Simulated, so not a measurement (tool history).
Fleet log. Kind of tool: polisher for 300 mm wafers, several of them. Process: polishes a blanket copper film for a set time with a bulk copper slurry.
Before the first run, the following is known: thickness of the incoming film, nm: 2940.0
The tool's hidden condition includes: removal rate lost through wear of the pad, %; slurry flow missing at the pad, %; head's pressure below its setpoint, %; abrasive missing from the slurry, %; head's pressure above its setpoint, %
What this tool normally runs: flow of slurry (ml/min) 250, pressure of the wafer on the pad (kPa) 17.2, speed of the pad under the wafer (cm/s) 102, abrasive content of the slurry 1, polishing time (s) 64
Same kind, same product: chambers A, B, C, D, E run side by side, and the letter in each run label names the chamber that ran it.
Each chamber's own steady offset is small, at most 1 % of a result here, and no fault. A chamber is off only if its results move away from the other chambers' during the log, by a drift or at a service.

run,hour,flow of slurry (ml/min),pressure of the wafer on the pad (kPa),speed of the pad under the wafer (cm/s),abrasive content of the slurry,polishing time (s),wafers polished on this pad,hours since the slurry nozzle was cleaned,hours since the head pressure was calibrated,hours since the slurry blender was calibrated,film removed (angstrom)
# hour 0.6: chamber B: slurry nozzle cleaned
1A,5.1,250,17.2,102,1,64,1004,70.4,822.3,195.5,5266
2C,11.2,250,17.2,102,1,64,288,428.8,550.1,216.9,5159.6
# hour 11.6: chamber A: worn pad replaced by a new one
# hour 14.4: chamber D: slurry nozzle cleaned
# hour 15: chamber B: worn pad replaced by a new one
3B,18.4,250,17.2,102,1,64,23,17.8,300.5,258.7,5206
# hour 21.3: chamber E: slurry nozzle cleaned
4E,23.4,250,17.2,102,1,64,573,2.1,508.2,116.7,5082.6
# hour 26.6: chamber E: worn pad replaced by a new one
5D,28.3,250,17.2,102,1,64,399,14,482.7,187.3,5227
6E,35.2,250,17.2,102,1,64,60,13.9,520,128.5,5123.2
# hour 42.5: chamber C: slurry nozzle cleaned
7B,42.6,250,17.2,102,1,64,191,42,324.7,282.9,5205.3
# hour 49.3: chamber C: worn pad replaced by a new one
8D,50,250,17.2,102,1,64,550,35.7,504.4,209,5331.5
# hour 56.6: chamber D: slurry blender recalibrated
9C,56.8,250,17.2,102,1,64,52,14.3,595.7,262.5,5235.7
# hour 57.6: chamber B: head pressure recalibrated
10A,62.3,250,17.2,102,1,64,352,127.6,879.5,252.7,5266
11C,68.6,300,17.2,102,1,64,134,26.1,607.5,274.3,5376.8
12A,74.9,300,17.2,102,1,64,439,140.2,892.1,265.3,5334.5
13D,81,300,17.2,102,1,64,765,66.7,535.4,24.4,5287.8
# hour 82.2: chamber E: slurry blender recalibrated
# hour 83.9: chamber C: slurry blender recalibrated
14B,88.6,300,17.2,102,1,64,511,88,31.1,328.9,5363.5
15E,94.5,300,17.2,102,1,64,471,73.2,579.3,12.3,5242.5
16A,100.1,250,17.2,86,1,64,614,165.4,917.3,290.5,4310.2
17D,104.5,250,17.2,86,1,64,928,90.2,558.9,47.9,4369.5
18C,110.1,250,17.2,86,1,64,422,67.6,649,26.2,4393.6
# hour 112.8: chamber E: worn pad replaced by a new one
19E,117.2,250,17.2,86,1,64,31,95.9,602,35,4394.1
20B,121.7,250,17.2,86,1,64,740,121.1,64.2,362,4377.7
21A,129.2,250,17.2,102,1,64,816,194.5,946.4,319.6,5225.1
# hour 130.4: chamber C: worn pad replaced by a new one
22B,135.4,250,17.2,102,1,64,836,134.8,77.9,375.7,5194.6
# hour 136.1: chamber D: worn pad replaced by a new one
# hour 138.7: chamber A: worn pad replaced by a new one
23C,141.9,250,17.2,102,1,64,80,99.4,680.8,58,5138.6
24E,148.2,250,17.2,102,1,64,246,126.9,633,66,5152.3
# hour 149.8: chamber C: head pressure recalibrated
25D,154.4,250,17.2,102,1,64,127,140.1,608.8,97.8,5252.1
# hour 155.3: chamber A: slurry blender recalibrated
# hour 161.2: chamber D: head pressure recalibrated
26E,161.9,250,17.2,102,1,64,341,140.6,646.7,79.7,5163
# hour 164.9: chamber B: worn pad replaced by a new one
27C,168,250,17.2,102,1,64,261,125.5,18.3,84.1,5173.4
28A,175.5,250,17.2,102,1,64,255,240.8,992.7,20.3,5235.9
29B,179.6,250,17.2,102,1,64,102,179,122.1,419.9,5255.1
30D,183.7,250,17.2,102,1,64,330,169.4,22.6,127.1,5263.8
31E,187.6,250,17.2,102,1,64,519,166.3,672.4,105.4,5198.8
32D,192.6,250,12.4,102,1,64,392,178.3,31.5,136,3738.7
33C,196.6,250,12.4,102,1,64,460,154.1,46.9,112.7,3752.3
34A,203.8,250,12.4,102,1,64,452,269.1,1021,48.6,3775.7
# hour 205.6: chamber E: worn pad replaced by a new one
35B,207.6,250,12.4,102,1,64,296,207,150.1,447.9,3775.2
# hour 210.9: chamber B: slurry nozzle cleaned
36B,212.4,250,12.4,102,1,64,330,1.5,154.9,452.7,3742
37E,216.2,250,17.2,102,1,64,73,194.9,701,134,5159.4
# hour 219: chamber C: worn pad replaced by a new one
38C,220.2,250,17.2,102,1,48,8,177.7,70.5,136.3,3956.5
39D,227.6,250,17.2,102,1,48,635,213.3,66.5,171,3940.6
40A,235.2,250,17.2,102,1,48,670,300.5,1052.4,80,3884.3
# hour 236.5: chamber B: slurry blender recalibrated
41D,241,250,17.2,102,1,48,728,226.7,79.9,184.4,3978.1
42B,246.4,250,17.2,102,1,48,566,35.5,188.9,10,3940.8
43E,251.1,250,17.2,102,1,64,316,229.8,735.9,168.9,5202.5

Each of the 5 chambers runs these same settings next. Fill in every chamber's results:
44A,256.8,250,17.2,102,1,64,,,,,?
44B,256.8,250,17.2,102,1,64,,,,,?
44C,256.8,250,17.2,102,1,64,,,,,?
44D,256.8,250,17.2,102,1,64,,,,,?
44E,256.8,250,17.2,102,1,64,,,,,?

run,film removed (angstrom)
44A,5257.3
44B,5199
44C,5270.7
44D,5280.6
44E,5204.8

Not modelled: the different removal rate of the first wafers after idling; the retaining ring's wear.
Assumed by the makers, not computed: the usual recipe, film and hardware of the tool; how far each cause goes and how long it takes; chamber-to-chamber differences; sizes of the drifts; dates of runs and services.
